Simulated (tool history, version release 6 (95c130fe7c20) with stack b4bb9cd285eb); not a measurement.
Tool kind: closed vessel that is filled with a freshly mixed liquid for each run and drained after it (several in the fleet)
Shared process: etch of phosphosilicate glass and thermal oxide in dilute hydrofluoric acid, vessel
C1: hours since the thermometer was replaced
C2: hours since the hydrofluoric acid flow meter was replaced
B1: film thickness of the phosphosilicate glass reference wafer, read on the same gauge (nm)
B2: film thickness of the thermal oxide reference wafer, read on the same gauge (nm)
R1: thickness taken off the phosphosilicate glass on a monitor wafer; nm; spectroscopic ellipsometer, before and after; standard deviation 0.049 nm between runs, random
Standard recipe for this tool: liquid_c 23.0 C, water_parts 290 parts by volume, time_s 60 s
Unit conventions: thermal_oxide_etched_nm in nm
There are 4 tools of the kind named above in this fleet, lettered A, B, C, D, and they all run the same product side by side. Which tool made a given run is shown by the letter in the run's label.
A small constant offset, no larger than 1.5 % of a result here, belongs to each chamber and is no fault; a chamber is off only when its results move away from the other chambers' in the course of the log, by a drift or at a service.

{"run": "1A", "hour": 3.2, "liquid_c": 23.0, "water_parts": 290, "time_s": 60, "C1": 1691.0, "C2": 620.1, "B1": 90.007, "B2": 89.988, "R1": 9.8304, "thermal_oxide_etched_nm": 0.82952}
{"run": "2B", "hour": 9.5, "liquid_c": 23.0, "water_parts": 290, "time_s": 60, "C1": 1636.8, "C2": 267.3, "B1": 90.025, "B2": 89.996, "R1": 9.798, "thermal_oxide_etched_nm": 0.77155}
{"run": "3C", "hour": 16.1, "liquid_c": 23.0, "water_parts": 290, "time_s": 60, "C1": 280.7, "C2": 188.3, "B1": 89.985, "B2": 89.939, "R1": 9.7783, "thermal_oxide_etched_nm": 0.77256}
{"run": "4D", "hour": 19.3, "liquid_c": 23.0, "water_parts": 290, "time_s": 60, "C1": 313.7, "C2": 721.0, "B1": 90.001, "B2": 90.038, "R1": 9.743, "thermal_oxide_etched_nm": 0.77765}
{"run": "5C", "hour": 25.1, "liquid_c": 23.0, "water_parts": 290, "time_s": 60, "C1": 289.7, "C2": 197.3, "B1": 89.99, "B2": 90.027, "R1": 9.8258, "thermal_oxide_etched_nm": 0.77788}
{"run": "6D", "hour": 28.0, "liquid_c": 23.0, "water_parts": 290, "time_s": 60, "C1": 322.4, "C2": 729.7, "B1": 89.99, "B2": 90.012, "R1": 9.7292, "thermal_oxide_etched_nm": 0.74371}
{"run": "7A", "hour": 33.0, "liquid_c": 23.0, "water_parts": 290, "time_s": 60, "C1": 1720.8, "C2": 649.9, "B1": 89.998, "B2": 89.979, "R1": 9.6945, "thermal_oxide_etched_nm": 0.76232}
{"run": "8B", "hour": 39.6, "liquid_c": 23.0, "water_parts": 290, "time_s": 60, "C1": 1666.9, "C2": 297.4, "B1": 89.98, "B2": 90.034, "R1": 9.7335, "thermal_oxide_etched_nm": 0.80424}
{"run": "9A", "hour": 44.4, "liquid_c": 23.0, "water_parts": 290, "time_s": 60, "C1": 1732.2, "C2": 661.3, "B1": 89.996, "B2": 89.972, "R1": 9.8208, "thermal_oxide_etched_nm": 0.84787}
{"run": "10D", "hour": 47.3, "liquid_c": 23.0, "water_parts": 290, "time_s": 60, "C1": 341.7, "C2": 749.0, "B1": 90.015, "B2": 89.95, "R1": 9.7204, "thermal_oxide_etched_nm": 0.78449}
{"run": "11C", "hour": 52.8, "liquid_c": 23.0, "water_parts": 290, "time_s": 60, "C1": 317.4, "C2": 225.0, "B1": 89.997, "B2": 90.036, "R1": 9.8199, "thermal_oxide_etched_nm": 0.76649}
{"run": "12B", "hour": 56.9, "liquid_c": 23.0, "water_parts": 290, "time_s": 60, "C1": 1684.2, "C2": 314.7, "B1": 89.984, "B2": 89.987, "R1": 9.7885, "thermal_oxide_etched_nm": 0.81556}
{"run": "13C", "hour": 60.0, "liquid_c": 23.0, "water_parts": 290, "time_s": 60, "C1": 324.6, "C2": 232.2, "B1": 89.987, "B2": 90.02, "R1": 9.6601, "thermal_oxide_etched_nm": 0.79867}
{"run": "14A", "hour": 65.5, "liquid_c": 23.0, "water_parts": 290, "time_s": 60, "C1": 1753.3, "C2": 682.4, "B1": 90.016, "B2": 89.957, "R1": 9.8478, "thermal_oxide_etched_nm": 0.80558}
{"run": "15B", "hour": 70.2, "liquid_c": 23.0, "water_parts": 290, "time_s": 60, "C1": 1697.5, "C2": 328.0, "B1": 90.008, "B2": 89.995, "R1": 9.7478, "thermal_oxide_etched_nm": 0.80226}
{"run": "16D", "hour": 73.3, "liquid_c": 23.0, "water_parts": 290, "time_s": 60, "C1": 367.7, "C2": 775.0, "B1": 90.009, "B2": 89.989, "R1": 9.7224, "thermal_oxide_etched_nm": 0.82968}
{"run": "17A", "hour": 79.2, "liquid_c": 23.0, "water_parts": 290, "time_s": 60, "C1": 1767.0, "C2": 696.1, "B1": 89.98, "B2": 89.986, "R1": 9.755, "thermal_oxide_etched_nm": 0.78247}
{"run": "18C", "hour": 85.0, "liquid_c": 23.0, "water_parts": 290, "time_s": 60, "C1": 349.6, "C2": 257.2, "B1": 90.014, "B2": 90.009, "R1": 9.7553, "thermal_oxide_etched_nm": 0.80739}
{"run": "19B", "hour": 90.4, "liquid_c": 23.0, "water_parts": 290, "time_s": 60, "C1": 1717.7, "C2": 348.2, "B1": 90.007, "B2": 89.993, "R1": 9.8269, "thermal_oxide_etched_nm": 0.75143}
{"run": "20D", "hour": 95.5, "liquid_c": 23.0, "water_parts": 415, "time_s": 60, "C1": 389.9, "C2": 797.2, "B1": 89.99, "B2": 90.011, "R1": 6.0624, "thermal_oxide_etched_nm": 0.52341}
{"run": "21C", "hour": 100.8, "liquid_c": 23.0, "water_parts": 415, "time_s": 60, "C1": 365.4, "C2": 273.0, "B1": 90.001, "B2": 89.953, "R1": 6.0431, "thermal_oxide_etched_nm": 0.50047}
{"run": "22A", "hour": 106.8, "liquid_c": 23.0, "water_parts": 415, "time_s": 60, "C1": 1794.6, "C2": 723.7, "B1": 89.997, "B2": 90.04, "R1": 6.071, "thermal_oxide_etched_nm": 0.49959}
{"run": "23B", "hour": 113.3, "liquid_c": 23.0, "water_parts": 415, "time_s": 60, "C1": 1740.6, "C2": 371.1, "B1": 90.0, "B2": 89.954, "R1": 6.1676, "thermal_oxide_etched_nm": 0.46791}
{"run": "24D", "hour": 116.9, "liquid_c": 23.0, "water_parts": 245, "time_s": 75, "C1": 411.3, "C2": 818.6, "B1": 89.994, "B2": 89.998, "R1": 15.056, "thermal_oxide_etched_nm": 1.268}
{"run": "25B", "hour": 120.1, "liquid_c": 23.0, "water_parts": 245, "time_s": 75, "C1": 1747.4, "C2": 377.9, "B1": 90.012, "B2": 89.963, "R1": 15.182, "thermal_oxide_etched_nm": 1.2465}
{"run": "26A", "hour": 123.7, "liquid_c": 23.0, "water_parts": 245, "time_s": 75, "C1": 1811.5, "C2": 740.6, "B1": 89.982, "B2": 89.987, "R1": 15.171, "thermal_oxide_etched_nm": 1.15}
{"run": "27C", "hour": 130.0, "liquid_c": 23.0, "water_parts": 245, "time_s": 75, "C1": 394.6, "C2": 302.2, "B1": 89.99, "B2": 90.017, "R1": 15.231, "thermal_oxide_etched_nm": 1.2327}
{"run": "28D", "hour": 136.3, "liquid_c": 23.0, "water_parts": 290, "time_s": 60, "C1": 430.7, "C2": 838.0, "B1": 90.007, "B2": 89.993, "R1": 9.7109, "thermal_oxide_etched_nm": 0.80864}
{"run": "29B", "hour": 142.4, "liquid_c": 23.0, "water_parts": 420, "time_s": 60, "C1": 1769.7, "C2": 400.2, "B1": 89.996, "B2": 89.951, "R1": 6.0487, "thermal_oxide_etched_nm": 0.4831}
{"run": "30A", "hour": 148.4, "liquid_c": 23.0, "water_parts": 420, "time_s": 60, "C1": 1836.2, "C2": 765.3, "B1": 90.001, "B2": 90.002, "R1": 6.0228, "thermal_oxide_etched_nm": 0.48741}
{"run": "31D", "hour": 155.0, "liquid_c": 23.0, "water_parts": 420, "time_s": 60, "C1": 449.4, "C2": 856.7, "B1": 89.992, "B2": 90.005, "R1": 6.0347, "thermal_oxide_etched_nm": 0.44648}
{"run": "32C", "hour": 159.2, "liquid_c": 23.0, "water_parts": 420, "time_s": 60, "C1": 423.8, "C2": 331.4, "B1": 89.996, "B2": 90.045, "R1": 5.9378, "thermal_oxide_etched_nm": 0.5158}

Next, every chamber runs the same settings. What will each give?
{"run": "33A", "hour": 164.0, "liquid_c": 25.5, "water_parts": 290, "time_s": 60, "R1": "?", "thermal_oxide_etched_nm": "?"}
{"run": "33B", "hour": 164.0, "liquid_c": 25.5, "water_parts": 290, "time_s": 60, "R1": "?", "thermal_oxide_etched_nm": "?"}
{"run": "33C", "hour": 164.0, "liquid_c": 25.5, "water_parts": 290, "time_s": 60, "R1": "?", "thermal_oxide_etched_nm": "?"}
{"run": "33D", "hour": 164.0, "liquid_c": 25.5, "water_parts": 290, "time_s": 60, "R1": "?", "thermal_oxide_etched_nm": "?"}

run=33A R1=10.6470 thermal_oxide_etched_nm=0.86869
run=33B R1=10.7030 thermal_oxide_etched_nm=0.82947
run=33C R1=10.6250 thermal_oxide_etched_nm=0.81593
run=33D R1=10.6500 thermal_oxide_etched_nm=0.79613
